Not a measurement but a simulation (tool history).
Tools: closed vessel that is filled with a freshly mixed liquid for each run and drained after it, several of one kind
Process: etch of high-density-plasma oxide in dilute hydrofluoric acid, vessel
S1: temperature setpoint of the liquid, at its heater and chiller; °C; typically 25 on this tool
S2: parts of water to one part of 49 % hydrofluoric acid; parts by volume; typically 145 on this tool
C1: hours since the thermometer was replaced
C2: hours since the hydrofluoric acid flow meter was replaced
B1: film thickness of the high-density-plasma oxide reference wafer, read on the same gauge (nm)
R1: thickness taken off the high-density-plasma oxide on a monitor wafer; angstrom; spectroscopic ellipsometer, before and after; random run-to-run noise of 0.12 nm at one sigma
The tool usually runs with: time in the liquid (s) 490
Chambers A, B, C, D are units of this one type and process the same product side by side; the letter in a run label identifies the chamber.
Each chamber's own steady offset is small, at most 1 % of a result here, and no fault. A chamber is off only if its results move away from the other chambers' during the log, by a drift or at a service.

run 1D day=0.221 | S1=25 S2=145 time_in_the_liquid_(s)=490 | C1=244.3 C2=986.3 | B1=60.002 | R1=179.970
run 2B day=0.471 | S1=25 S2=145 time_in_the_liquid_(s)=490 | C1=270.7 C2=1201.3 | B1=60.032 | R1=182.650
run 3C day=0.833 | S1=25 S2=145 time_in_the_liquid_(s)=490 | C1=1577.1 C2=442.5 | B1=60.016 | R1=180.320
run 4A day=1.062 | S1=25 S2=145 time_in_the_liquid_(s)=490 | C1=1407.5 C2=53.4 | B1=59.984 | R1=180.470
run 5A day=1.379 | S1=25 S2=145 time_in_the_liquid_(s)=490 | C1=1415.1 C2=61.0 | B1=60.029 | R1=181.340
run 6B day=1.667 | S1=25 S2=145 time_in_the_liquid_(s)=490 | C1=299.4 C2=1230.0 | B1=60.000 | R1=180.250
run 7D day=1.975 | S1=25 S2=145 time_in_the_liquid_(s)=490 | C1=286.4 C2=1028.4 | B1=59.980 | R1=184.180
run 8C day=2.317 | S1=25 S2=145 time_in_the_liquid_(s)=490 | C1=1612.7 C2=478.1 | B1=60.009 | R1=179.250
run 9A day=2.654 | S1=25 S2=145 time_in_the_liquid_(s)=490 | C1=1445.7 C2=91.6 | B1=60.013 | R1=182.350
run 10B day=3.004 | S1=25 S2=145 time_in_the_liquid_(s)=490 | C1=331.5 C2=1262.1 | B1=60.017 | R1=180.020
run 11D day=3.246 | S1=25 S2=145 time_in_the_liquid_(s)=490 | C1=316.9 C2=1058.9 | B1=59.999 | R1=182.660
run 12C day=3.450 | S1=25 S2=145 time_in_the_liquid_(s)=490 | C1=1639.9 C2=505.3 | B1=59.972 | R1=178.410
run 13D day=3.742 | S1=25 S2=145 time_in_the_liquid_(s)=490 | C1=328.8 C2=1070.8 | B1=60.017 | R1=184.710
run 14A day=3.962 | S1=25 S2=145 time_in_the_liquid_(s)=490 | C1=1477.1 C2=123.0 | B1=59.983 | R1=181.850
run 15B day=4.279 | S1=25 S2=145 time_in_the_liquid_(s)=490 | C1=362.1 C2=1292.7 | B1=60.017 | R1=182.710
-- day=4.283 chamber C: hydrofluoric acid flow meter replaced
run 16C day=4.575 | S1=25 S2=145 time_in_the_liquid_(s)=490 | C1=1666.9 C2=7.0 | B1=60.036 | R1=178.690
run 17D day=4.821 | S1=25 S2=145 time_in_the_liquid_(s)=490 | C1=354.7 C2=1096.7 | B1=60.018 | R1=186.040
-- day=4.875 chamber B: hydrofluoric acid flow meter replaced
run 18A day=5.046 | S1=25 S2=145 time_in_the_liquid_(s)=490 | C1=1503.1 C2=149.0 | B1=60.016 | R1=181.530
run 19C day=5.258 | S1=25 S2=145 time_in_the_liquid_(s)=490 | C1=1683.3 C2=23.4 | B1=60.017 | R1=180.540
run 20B day=5.571 | S1=25 S2=185 time_in_the_liquid_(s)=235 | C1=393.1 C2=16.8 | B1=59.978 | R1=65.136
run 21B day=5.867 | S1=25 S2=185 time_in_the_liquid_(s)=235 | C1=400.2 C2=23.9 | B1=59.972 | R1=65.445
-- day=5.938 chamber C: thermometer replaced
run 22C day=6.150 | S1=25 S2=185 time_in_the_liquid_(s)=235 | C1=5.1 C2=44.8 | B1=59.993 | R1=64.162
run 23D day=6.400 | S1=25 S2=185 time_in_the_liquid_(s)=235 | C1=392.6 C2=1134.6 | B1=60.005 | R1=69.144
run 24A day=6.738 | S1=25 S2=145 time_in_the_liquid_(s)=490 | C1=1543.7 C2=189.6 | B1=59.998 | R1=182.920
run 25C day=7.000 | S1=25 S2=145 time_in_the_liquid_(s)=490 | C1=25.5 C2=65.2 | B1=60.020 | R1=179.850
run 26B day=7.308 | S1=25 S2=145 time_in_the_liquid_(s)=490 | C1=434.8 C2=58.5 | B1=60.007 | R1=183.150
run 27D day=7.646 | S1=25 S2=145 time_in_the_liquid_(s)=490 | C1=422.5 C2=1164.5 | B1=59.993 | R1=198.330
run 28A day=7.862 | S1=25 S2=145 time_in_the_liquid_(s)=490 | C1=1570.7 C2=216.6 | B1=59.988 | R1=180.200
run 29C day=8.142 | S1=25 S2=145 time_in_the_liquid_(s)=490 | C1=52.9 C2=92.6 | B1=60.029 | R1=177.980
run 30D day=8.408 | S1=25 S2=145 time_in_the_liquid_(s)=490 | C1=440.8 C2=1182.8 | B1=59.966 | R1=197.210
run 31A day=8.625 | S1=25 S2=145 time_in_the_liquid_(s)=490 | C1=1589.0 C2=234.9 | B1=59.991 | R1=182.920

What goes on in this fleet: one chamber off, a drifting gauge, or nothing beyond the chambers' own small offsets? Name the chamber and the cause, if any.

Little by little, chamber D moves away from the other chambers.
Most likely cause: hydrofluoric acid flow above the setpoint (%) = 8.34.
The log may not separate it from: liquid hotter than its thermometer reads (K).

Below are 4 candidate recipes for chamber D's next run, each the usual settings with a change, their results shown as question marks. Which of them brings D's results back in line with what the other chambers give on the usual settings?
To be in line, a result may differ from the other chambers' mean on the usual settings by at most: R1 4.400 angstrom
run 32D-1 day=8.883 | S1=25.5 S2=135 time_in_the_liquid_(s)=490 | R1=?
run 32D-2 day=8.883 | S1=25.0 S2=155 time_in_the_liquid_(s)=450 | R1=?
run 32D-3 day=8.883 | S1=25.0 S2=145 time_in_the_liquid_(s)=570 | R1=?
run 32D-4 day=8.883 | S1=25.0 S2=150 time_in_the_liquid_(s)=465 | R1=?

Other chambers, usual settings, mean: R1 180.840 angstrom
run=32D-1 R1=219.930
run=32D-2 R1=169.210
run=32D-3 R1=231.370
run=32D-4 R1=181.560
32D-4 brings the chamber back in line.
